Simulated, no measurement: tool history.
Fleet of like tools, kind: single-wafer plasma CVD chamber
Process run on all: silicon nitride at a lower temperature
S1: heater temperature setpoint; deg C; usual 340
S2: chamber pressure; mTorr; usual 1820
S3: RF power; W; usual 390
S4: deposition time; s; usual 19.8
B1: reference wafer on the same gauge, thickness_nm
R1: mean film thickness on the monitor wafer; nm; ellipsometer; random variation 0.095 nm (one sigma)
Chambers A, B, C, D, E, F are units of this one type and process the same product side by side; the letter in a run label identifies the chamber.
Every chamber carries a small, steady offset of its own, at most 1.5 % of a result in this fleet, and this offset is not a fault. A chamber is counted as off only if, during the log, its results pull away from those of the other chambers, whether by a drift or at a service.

{"run": "1F", "hour": 8.0, "S1": 340, "S2": 1820, "S3": 390, "S4": 19.8, "B1": 31.324, "R1": 28.728}
{"run": "2E", "hour": 14.8, "S1": 340, "S2": 1820, "S3": 390, "S4": 19.8, "B1": 31.288, "R1": 28.686}
{"run": "3B", "hour": 21.2, "S1": 340, "S2": 1820, "S3": 390, "S4": 19.8, "B1": 31.309, "R1": 29.187}
{"run": "4C", "hour": 30.6, "S1": 340, "S2": 1820, "S3": 390, "S4": 19.8, "B1": 31.287, "R1": 28.435}
{"run": "5A", "hour": 39.9, "S1": 340, "S2": 1820, "S3": 390, "S4": 19.8, "B1": 31.299, "R1": 28.69}
{"run": "6D", "hour": 46.3, "S1": 340, "S2": 1820, "S3": 390, "S4": 21.6, "B1": 31.314, "R1": 31.279}
{"run": "7A", "hour": 51.7, "S1": 340, "S2": 1820, "S3": 390, "S4": 21.6, "B1": 31.308, "R1": 31.322}
{"run": "8D", "hour": 61.4, "S1": 340, "S2": 1820, "S3": 390, "S4": 21.6, "B1": 31.309, "R1": 31.044}
{"run": "9C", "hour": 67.7, "S1": 340, "S2": 1820, "S3": 390, "S4": 21.6, "B1": 31.301, "R1": 31.043}
{"run": "10E", "hour": 72.3, "S1": 340, "S2": 1820, "S3": 390, "S4": 21.6, "B1": 31.313, "R1": 31.367}
{"run": "11F", "hour": 80.4, "S1": 340, "S2": 1820, "S3": 390, "S4": 21.6, "B1": 31.304, "R1": 31.105}
{"run": "12B", "hour": 86.7, "S1": 340, "S2": 1820, "S3": 390, "S4": 19.8, "B1": 31.29, "R1": 28.851}
{"run": "13A", "hour": 91.5, "S1": 340, "S2": 1820, "S3": 390, "S4": 19.8, "B1": 31.324, "R1": 28.791}
{"run": "14F", "hour": 96.5, "S1": 340, "S2": 1820, "S3": 390, "S4": 19.8, "B1": 31.309, "R1": 28.775}
{"hour": 101.6, "done": "chamber C: thermocouple changed; heater temperature recalibrated"}
{"run": "15E", "hour": 102.5, "S1": 340, "S2": 1820, "S3": 390, "S4": 19.8, "B1": 31.305, "R1": 28.766}
{"run": "16B", "hour": 111.7, "S1": 340, "S2": 1820, "S3": 390, "S4": 19.8, "B1": 31.293, "R1": 28.702}
{"run": "17D", "hour": 117.8, "S1": 340, "S2": 1820, "S3": 390, "S4": 19.8, "B1": 31.287, "R1": 28.605}
{"run": "18C", "hour": 125.7, "S1": 340, "S2": 1820, "S3": 390, "S4": 19.8, "B1": 31.302, "R1": 28.74}
{"run": "19B", "hour": 131.3, "S1": 336, "S2": 1820, "S3": 390, "S4": 19.8, "B1": 31.312, "R1": 28.854}
{"run": "20A", "hour": 139.2, "S1": 336, "S2": 1820, "S3": 390, "S4": 19.8, "B1": 31.306, "R1": 28.691}
{"run": "21C", "hour": 148.2, "S1": 336, "S2": 1820, "S3": 390, "S4": 19.8, "B1": 31.302, "R1": 28.723}
{"run": "22D", "hour": 156.4, "S1": 336, "S2": 1820, "S3": 390, "S4": 19.8, "B1": 31.3, "R1": 28.767}
{"hour": 157.4, "done": "chamber D: RF generator calibrated"}
{"run": "23F", "hour": 165.7, "S1": 336, "S2": 1820, "S3": 390, "S4": 19.8, "B1": 31.289, "R1": 28.79}
{"run": "24E", "hour": 170.5, "S1": 336, "S2": 1820, "S3": 390, "S4": 19.8, "B1": 31.295, "R1": 28.68}
{"run": "25F", "hour": 178.3, "S1": 340, "S2": 1820, "S3": 390, "S4": 19.8, "B1": 31.313, "R1": 28.697}
{"run": "26B", "hour": 183.1, "S1": 340, "S2": 1820, "S3": 390, "S4": 19.8, "B1": 31.333, "R1": 28.298}
{"hour": 184.4, "done": "chamber E: RF generator calibrated"}
{"run": "27D", "hour": 187.6, "S1": 340, "S2": 1820, "S3": 390, "S4": 19.8, "B1": 31.313, "R1": 28.681}
{"hour": 195.2, "done": "chamber C: capacitance manometer re-zeroed and calibrated"}
{"run": "28A", "hour": 196.4, "S1": 340, "S2": 1820, "S3": 390, "S4": 19.8, "B1": 31.308, "R1": 28.624}
{"run": "29C", "hour": 204.6, "S1": 340, "S2": 1820, "S3": 360, "S4": 19.8, "B1": 31.311, "R1": 27.322}
{"run": "30E", "hour": 214.3, "S1": 340, "S2": 1820, "S3": 360, "S4": 19.8, "B1": 31.308, "R1": 27.395}
{"hour": 216.8, "done": "chamber E: capacitance manometer re-zeroed and calibrated"}
{"run": "31B", "hour": 221.9, "S1": 340, "S2": 1820, "S3": 360, "S4": 19.8, "B1": 31.284, "R1": 26.884}
{"run": "32E", "hour": 229.6, "S1": 340, "S2": 1820, "S3": 360, "S4": 19.8, "B1": 31.275, "R1": 27.376}
{"run": "33C", "hour": 237.2, "S1": 340, "S2": 1820, "S3": 360, "S4": 19.8, "B1": 31.319, "R1": 27.298}
{"run": "34A", "hour": 246.5, "S1": 340, "S2": 1820, "S3": 360, "S4": 19.8, "B1": 31.296, "R1": 27.299}
{"run": "35D", "hour": 256.1, "S1": 340, "S2": 1820, "S3": 390, "S4": 19.8, "B1": 31.3, "R1": 28.68}
{"run": "36F", "hour": 262.3, "S1": 340, "S2": 1820, "S3": 390, "S4": 19.8, "B1": 31.293, "R1": 28.521}
{"run": "37D", "hour": 271.6, "S1": 340, "S2": 1820, "S3": 390, "S4": 19.8, "B1": 31.32, "R1": 28.63}
{"run": "38C", "hour": 277.1, "S1": 340, "S2": 1820, "S3": 390, "S4": 19.8, "B1": 31.304, "R1": 28.567}
{"run": "39B", "hour": 285.8, "S1": 340, "S2": 1820, "S3": 390, "S4": 19.8, "B1": 31.282, "R1": 27.886}
{"run": "40A", "hour": 293.0, "S1": 340, "S2": 1820, "S3": 390, "S4": 19.8, "B1": 31.307, "R1": 28.671}
{"run": "41F", "hour": 299.7, "S1": 340, "S2": 1820, "S3": 390, "S4": 19.8, "B1": 31.31, "R1": 28.786}
{"run": "42E", "hour": 305.9, "S1": 340, "S2": 1820, "S3": 390, "S4": 19.8, "B1": 31.286, "R1": 28.735}

The same settings go to every chamber for the next run, one line per chamber below. Forecast the results for each:
{"run": "43A", "hour": 313.2, "S1": 326, "S2": 1820, "S3": 390, "S4": 19.8, "R1": "?"}
{"run": "43B", "hour": 313.2, "S1": 326, "S2": 1820, "S3": 390, "S4": 19.8, "R1": "?"}
{"run": "43C", "hour": 313.2, "S1": 326, "S2": 1820, "S3": 390, "S4": 19.8, "R1": "?"}
{"run": "43D", "hour": 313.2, "S1": 326, "S2": 1820, "S3": 390, "S4": 19.8, "R1": "?"}
{"run": "43E", "hour": 313.2, "S1": 326, "S2": 1820, "S3": 390, "S4": 19.8, "R1": "?"}
{"run": "43F", "hour": 313.2, "S1": 326, "S2": 1820, "S3": 390, "S4": 19.8, "R1": "?"}

run=43A R1=28.819
run=43B R1=27.909
run=43C R1=28.840
run=43D R1=28.858
run=43E R1=28.981
run=43F R1=28.732
